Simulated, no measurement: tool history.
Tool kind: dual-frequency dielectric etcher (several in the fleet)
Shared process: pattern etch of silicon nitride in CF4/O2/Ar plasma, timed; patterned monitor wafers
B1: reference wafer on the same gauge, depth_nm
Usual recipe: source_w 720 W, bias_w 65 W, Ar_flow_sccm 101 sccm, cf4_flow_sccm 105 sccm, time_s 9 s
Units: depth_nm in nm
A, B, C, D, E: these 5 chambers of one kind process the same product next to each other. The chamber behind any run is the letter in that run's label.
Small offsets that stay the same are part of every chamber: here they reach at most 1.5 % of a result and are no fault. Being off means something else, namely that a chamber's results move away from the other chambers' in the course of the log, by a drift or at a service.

Run 1D, hour 3.1: usual settings; B1 23.406. Result: depth_nm 26.391 nm.
Run 2C, hour 6.9: usual settings; B1 23.391. Result: depth_nm 26.037 nm.
Run 3E, hour 10.6: usual settings; B1 23.412. Result: depth_nm 26.288 nm.
Run 4A, hour 14.3: usual settings; B1 23.422. Result: depth_nm 25.872 nm.
Run 5B, hour 18.5: usual settings but bias_w 73 W, cf4_flow_sccm 87 sccm; B1 23.406. Result: depth_nm 26.619 nm.
Run 6C, hour 22.6: usual settings but bias_w 73 W, cf4_flow_sccm 87 sccm; B1 23.424. Result: depth_nm 26.585 nm.
Run 7E, hour 27.5: usual settings but bias_w 73 W, cf4_flow_sccm 87 sccm; B1 23.392. Result: depth_nm 26.541 nm.
At hour 29.1: chamber D: wet clean of the chamber.
Run 8D, hour 31.7: usual settings but bias_w 73 W, cf4_flow_sccm 87 sccm; B1 23.398. Result: depth_nm 26.956 nm.
Run 9A, hour 35.9: usual settings but bias_w 73 W, cf4_flow_sccm 87 sccm; B1 23.391. Result: depth_nm 26.475 nm.
Run 10B, hour 39.0: usual settings; B1 23.385. Result: depth_nm 26.049 nm.
Run 11D, hour 42.8: usual settings; B1 23.403. Result: depth_nm 26.547 nm.
Run 12A, hour 46.0: usual settings; B1 23.424. Result: depth_nm 25.678 nm.
Run 13E, hour 50.7: usual settings; B1 23.383. Result: depth_nm 25.988 nm.
Run 14C, hour 53.9: usual settings; B1 23.419. Result: depth_nm 25.942 nm.
Run 15B, hour 59.1: usual settings; B1 23.411. Result: depth_nm 25.911 nm.
Run 16C, hour 63.2: usual settings; B1 23.403. Result: depth_nm 26.306 nm.
Run 17E, hour 66.7: usual settings; B1 23.397. Result: depth_nm 26.189 nm.
Run 18A, hour 69.6: usual settings; B1 23.409. Result: depth_nm 25.627 nm.
At hour 71.7: chamber C: bias power generator calibrated.
Run 19D, hour 73.4: usual settings; B1 23.396. Result: depth_nm 26.324 nm.
Run 20B, hour 76.4: usual settings but cf4_flow_sccm 88 sccm; B1 23.404. Result: depth_nm 25.333 nm.
Run 21E, hour 81.2: usual settings but cf4_flow_sccm 88 sccm; B1 23.371. Result: depth_nm 25.591 nm.
Run 22B, hour 86.1: usual settings but cf4_flow_sccm 88 sccm; B1 23.387. Result: depth_nm 24.965 nm.
Run 23D, hour 90.3: usual settings but cf4_flow_sccm 88 sccm; B1 23.412. Result: depth_nm 25.756 nm.
Run 24C, hour 95.6: usual settings but cf4_flow_sccm 88 sccm; B1 23.385. Result: depth_nm 25.604 nm.
Run 25A, hour 101.2: usual settings; B1 23.377. Result: depth_nm 25.841 nm.
Run 26C, hour 105.2: usual settings; B1 23.396. Result: depth_nm 26.116 nm.
Run 27E, hour 108.3: usual settings; B1 23.406. Result: depth_nm 26.123 nm.
Run 28D, hour 111.7: usual settings; B1 23.406. Result: depth_nm 26.242 nm.
Run 29B, hour 116.3: usual settings; B1 23.383. Result: depth_nm 25.272 nm.
Run 30A, hour 120.8: usual settings; B1 23.390. Result: depth_nm 25.980 nm.
Run 31B, hour 125.3: usual settings but Ar_flow_sccm 89 sccm; B1 23.403. Result: depth_nm 25.520 nm.
Run 32D, hour 129.3: usual settings but Ar_flow_sccm 89 sccm; B1 23.392. Result: depth_nm 26.827 nm.
Run 33C, hour 133.5: usual settings but Ar_flow_sccm 89 sccm; B1 23.403. Result: depth_nm 26.512 nm.
Run 34E, hour 136.6: usual settings but Ar_flow_sccm 89 sccm; B1 23.382. Result: depth_nm 26.459 nm.
Run 35A, hour 141.4: usual settings but Ar_flow_sccm 89 sccm; B1 23.419. Result: depth_nm 25.979 nm.
Run 36D, hour 146.6: usual settings; B1 23.401. Result: depth_nm 26.434 nm.
Run 37B, hour 152.3: usual settings; B1 23.412. Result: depth_nm 24.792 nm.
Run 38C, hour 156.9: usual settings; B1 23.383. Result: depth_nm 26.026 nm.
Run 39A, hour 161.3: usual settings but Ar_flow_sccm 91 sccm; B1 23.385. Result: depth_nm 26.128 nm.

Does one chamber stand apart from the rest, does the shared gauge drift, or is all well apart from small per-chamber offsets? Give the chamber and the most likely cause, where there is one.

Little by little, chamber B moves away from the other chambers.
Most likely cause: source power that arrives under what is set, % = 5.2.
Not necessarily distinguishable in this log from: etch rate under this chamber's usual, %.

Here are 4 candidates for chamber B's next run, each the usual settings with a change, their results left as question marks. Which one brings its results back in line with what the others give on the usual settings?
In line means no further than this from the other chambers' mean on the usual settings: depth_nm 0.380 nm
Run 40B-1, hour 165.4: usual settings but cf4_flow_sccm 125 sccm. Result: depth_nm ?.
Run 40B-2, hour 165.4: usual settings but source_w 760 W. Result: depth_nm ?.
Run 40B-3, hour 165.4: usual settings but bias_w 61 W. Result: depth_nm ?.
Run 40B-4, hour 165.4: usual settings but bias_w 57 W. Result: depth_nm ?.

Other chambers, usual settings, mean: depth_nm 26.058 nm
  run  depth_nm
40B-1    25.275
40B-2    25.987
40B-3    24.216
40B-4    23.619
The answer is 40B-2, which returns the chamber to within the allowed miss of the others.

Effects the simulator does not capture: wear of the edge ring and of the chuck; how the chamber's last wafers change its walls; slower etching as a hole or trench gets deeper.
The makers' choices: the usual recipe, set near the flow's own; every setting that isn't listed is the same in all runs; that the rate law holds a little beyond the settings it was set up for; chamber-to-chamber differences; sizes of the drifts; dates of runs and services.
